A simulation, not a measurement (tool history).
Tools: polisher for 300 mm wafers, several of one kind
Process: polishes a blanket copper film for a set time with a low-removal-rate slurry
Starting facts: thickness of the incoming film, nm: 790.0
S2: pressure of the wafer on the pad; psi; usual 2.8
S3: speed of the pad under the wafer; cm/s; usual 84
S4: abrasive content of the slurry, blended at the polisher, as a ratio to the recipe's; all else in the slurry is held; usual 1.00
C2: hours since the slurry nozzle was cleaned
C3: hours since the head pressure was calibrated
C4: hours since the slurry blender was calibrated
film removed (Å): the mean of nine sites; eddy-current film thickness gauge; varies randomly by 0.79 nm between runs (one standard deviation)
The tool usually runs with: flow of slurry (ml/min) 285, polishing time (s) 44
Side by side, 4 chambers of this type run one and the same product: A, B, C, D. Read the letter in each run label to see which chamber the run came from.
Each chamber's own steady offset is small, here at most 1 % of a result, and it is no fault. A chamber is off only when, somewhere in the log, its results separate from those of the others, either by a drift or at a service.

At hour 8.2: chamber D: head pressure recalibrated.
At hour 8.8: chamber C: worn pad replaced by a new one.
Run 1A, hour 10.1: usual settings; wafers polished on this pad 682; C2 382.8; C3 356.8; C4 16.2. Result: film removed (Å) 935.14.
At hour 20.4: chamber A: worn pad replaced by a new one.
Run 2C, hour 21.7: usual settings; wafers polished on this pad 189; C2 79.8; C3 328.0; C4 38.6. Result: film removed (Å) 923.31.
Run 3B, hour 31.4: usual settings; wafers polished on this pad 875; C2 668.1; C3 87.8; C4 159.3. Result: film removed (Å) 929.44.
At hour 32.7: chamber D: worn pad replaced by a new one.
At hour 40.0: chamber D: slurry blender recalibrated.
At hour 41.8: chamber B: worn pad replaced by a new one.
Run 4D, hour 42.9: usual settings; wafers polished on this pad 149; C2 273.6; C3 34.8; C4 2.9. Result: film removed (Å) 919.43.
At hour 45.0: chamber B: slurry blender recalibrated.
Run 5D, hour 55.2: usual settings; wafers polished on this pad 329; C2 285.9; C3 47.1; C4 15.2. Result: film removed (Å) 920.25.
Run 6C, hour 66.6: usual settings; wafers polished on this pad 846; C2 124.7; C3 372.9; C4 83.5. Result: film removed (Å) 918.22.
At hour 67.6: chamber C: worn pad replaced by a new one.
At hour 70.0: chamber A: worn pad replaced by a new one.
Run 7A, hour 73.7: usual settings; wafers polished on this pad 55; C2 446.4; C3 420.4; C4 79.8. Result: film removed (Å) 914.89.
Run 8B, hour 80.4: usual settings; wafers polished on this pad 565; C2 717.1; C3 136.8; C4 35.4. Result: film removed (Å) 933.85.
At hour 82.1: chamber D: worn pad replaced by a new one.
Run 9B, hour 90.1: usual settings; wafers polished on this pad 707; C2 726.8; C3 146.5; C4 45.1. Result: film removed (Å) 935.87.
Run 10D, hour 97.0: usual settings; wafers polished on this pad 218; C2 327.7; C3 88.9; C4 57.0. Result: film removed (Å) 928.74.
At hour 100.8: chamber A: head pressure recalibrated.
At hour 103.5: chamber B: worn pad replaced by a new one.
Run 11A, hour 107.2: usual settings; wafers polished on this pad 545; C2 479.9; C3 6.5; C4 113.3. Result: film removed (Å) 917.71.
At hour 117.9: chamber C: slurry nozzle cleaned.
Run 12C, hour 119.0: usual settings; wafers polished on this pad 752; C2 1.2; C3 425.3; C4 135.9. Result: film removed (Å) 924.81.
Run 13D, hour 127.3: usual settings; wafers polished on this pad 661; C2 358.0; C3 119.2; C4 87.3. Result: film removed (Å) 916.64.
At hour 127.8: chamber B: slurry nozzle cleaned.
At hour 128.8: chamber A: worn pad replaced by a new one.
At hour 136.2: chamber C: worn pad replaced by a new one.
Run 14B, hour 136.3: usual settings; wafers polished on this pad 479; C2 8.5; C3 192.7; C4 91.3. Result: film removed (Å) 928.78.
Run 15A, hour 142.7: usual settings; wafers polished on this pad 203; C2 515.4; C3 42.0; C4 148.8. Result: film removed (Å) 905.20.
At hour 144.6: chamber D: worn pad replaced by a new one.
Run 16C, hour 152.0: usual settings; wafers polished on this pad 232; C2 34.2; C3 458.3; C4 168.9. Result: film removed (Å) 924.93.
Run 17A, hour 158.3: usual settings; wafers polished on this pad 431; C2 531.0; C3 57.6; C4 164.4. Result: film removed (Å) 896.91.
Run 18C, hour 167.8: usual settings but S2 1.9 psi, polishing time (s) 39; wafers polished on this pad 463; C2 50.0; C3 474.1; C4 184.7. Result: film removed (Å) 553.54.
At hour 174.9: chamber B: worn pad replaced by a new one.
At hour 175.1: chamber A: worn pad replaced by a new one.
Run 19D, hour 179.7: usual settings but S2 1.9 psi, polishing time (s) 39; wafers polished on this pad 513; C2 410.4; C3 171.6; C4 139.7. Result: film removed (Å) 550.30.
Run 20B, hour 191.2: usual settings but S2 1.9 psi, polishing time (s) 39; wafers polished on this pad 238; C2 63.4; C3 247.6; C4 146.2. Result: film removed (Å) 559.48.
At hour 193.6: chamber A: slurry blender recalibrated.
Run 21B, hour 203.2: usual settings but S2 1.9 psi, polishing time (s) 39; wafers polished on this pad 413; C2 75.4; C3 259.6; C4 158.2. Result: film removed (Å) 553.29.
At hour 203.6: chamber C: worn pad replaced by a new one.
At hour 206.6: chamber D: worn pad replaced by a new one.
Run 22D, hour 215.6: usual settings; wafers polished on this pad 131; C2 446.3; C3 207.5; C4 175.6. Result: film removed (Å) 926.86.
At hour 221.3: chamber A: worn pad replaced by a new one.
Run 23A, hour 227.9: usual settings; wafers polished on this pad 97; C2 600.6; C3 127.2; C4 34.3. Result: film removed (Å) 898.15.
Run 24C, hour 236.8: usual settings; wafers polished on this pad 486; C2 119.0; C3 543.1; C4 253.7. Result: film removed (Å) 929.91.
At hour 245.7: chamber B: slurry blender recalibrated.
Run 25D, hour 247.5: usual settings but S3 100 cm/s, S4 0.75; wafers polished on this pad 598; C2 478.2; C3 239.4; C4 207.5. Result: film removed (Å) 1031.60.
At hour 248.3: chamber B: worn pad replaced by a new one.
Run 26B, hour 256.7: usual settings but S3 100 cm/s, S4 0.75; wafers polished on this pad 122; C2 128.9; C3 313.1; C4 11.1. Result: film removed (Å) 1063.20.
Run 27A, hour 268.1: usual settings but S3 100 cm/s, S4 0.75; wafers polished on this pad 685; C2 640.8; C3 167.4; C4 74.5. Result: film removed (Å) 971.78.

Has any chamber moved away from the others, gradually or after a service, or does the common gauge drift, or do the chambers differ only by their own small steady offsets? State the chamber and the most likely cause if one applies.

It is chamber A that slowly wanders off from its peers.
Cause: slurry flow missing at the pad, % = 39.1.

Chamber A could run next with any of the 4 candidate recipes listed below; each alters the usual settings, and their results appear as question marks. Which one brings its results back in line with what the other chambers deliver on the usual settings?
Allowed miss from the other chambers' usual-settings mean, per result, to count as in line: film removed (Å) 28.00
Run 28A-1, hour 277.1: usual settings but flow of slurry (ml/min) 290, S3 94 cm/s. Result: film removed (Å) ?.
Run 28A-2, hour 277.1: usual settings but S4 1.30. Result: film removed (Å) ?.
Run 28A-3, hour 277.1: usual settings but flow of slurry (ml/min) 240, S4 0.85. Result: film removed (Å) ?.
Run 28A-4, hour 277.1: usual settings but flow of slurry (ml/min) 280, S3 78 cm/s, polishing time (s) 42. Result: film removed (Å) ?.

Usual-settings mean across the other chambers: film removed (Å) 921.47
  run  film removed (Å)
28A-1            970.54
28A-2            916.05
28A-3            812.48
28A-4            765.12
The answer is 28A-2, which returns the chamber to within the allowed miss of the others.
